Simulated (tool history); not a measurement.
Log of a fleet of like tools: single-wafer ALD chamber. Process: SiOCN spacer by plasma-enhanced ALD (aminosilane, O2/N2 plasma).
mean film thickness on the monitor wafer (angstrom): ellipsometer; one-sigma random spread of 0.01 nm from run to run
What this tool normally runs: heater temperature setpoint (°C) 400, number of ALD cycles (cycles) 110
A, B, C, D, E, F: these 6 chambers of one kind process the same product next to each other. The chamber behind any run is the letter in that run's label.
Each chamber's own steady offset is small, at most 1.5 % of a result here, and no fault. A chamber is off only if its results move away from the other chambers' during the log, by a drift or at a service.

run,day,heater temperature setpoint (°C),number of ALD cycles (cycles),"read-back reference wafer on the same gauge, thickness_nm",mean film thickness on the monitor wafer (angstrom)
1D,0.208,400,110,6.5526,66.003
2E,0.354,400,110,6.5532,66.764
3A,0.471,400,110,6.5511,65.562
4F,0.625,400,110,6.5525,66.339
5B,0.758,400,110,6.5570,66.758
6C,0.917,400,110,6.5564,66.337
7A,1.108,407,110,6.5543,64.142
8F,1.250,407,110,6.5585,65.116
9B,1.392,407,110,6.5603,65.458
10D,1.542,407,110,6.5598,64.615
11E,1.754,407,110,6.5579,65.666
12C,1.896,407,110,6.5645,64.918
13A,2.108,400,110,6.5631,65.785
14D,2.304,400,110,6.5656,66.162
15E,2.425,387,120,6.5665,73.166
16B,2.571,387,120,6.5671,73.265
17C,2.783,387,120,6.5672,72.645
18F,2.912,387,120,6.5669,72.509
19C,3.112,387,120,6.5716,72.742
20F,3.283,387,120,6.5709,72.719
21E,3.467,400,110,6.5718,67.004
22A,3.675,400,110,6.5738,65.587
23B,3.862,400,110,6.5777,67.022
24D,3.958,400,110,6.5752,66.101
25A,4.104,400,110,6.5760,65.751
26D,4.292,400,110,6.5795,66.313
27C,4.483,400,110,6.5795,66.819
28E,4.604,400,110,6.5788,67.035
29F,4.704,400,110,6.5811,66.505
30B,4.904,395,110,6.5782,67.107
31D,5.000,395,110,6.5819,66.172
32A,5.188,395,110,6.5815,65.850
33F,5.383,395,110,6.5841,66.542
34E,5.496,395,110,6.5884,67.059
35C,5.629,395,110,6.5870,66.946
36B,5.838,400,110,6.5866,67.035
37F,6.021,400,110,6.5881,66.644
38E,6.125,400,110,6.5904,67.055
39D,6.258,400,110,6.5911,66.311
40B,6.429,400,110,6.5906,67.373

Predict what each chamber gives when all 6 of them run the settings below next.
41A,6.579,400,110,,?
41B,6.579,400,110,,?
41C,6.579,400,110,,?
41D,6.579,400,110,,?
41E,6.579,400,110,,?
41F,6.579,400,110,,?

run,mean film thickness on the monitor wafer (angstrom)
41A,66.135
41B,67.123
41C,66.886
41D,66.453
41E,67.049
41F,66.471
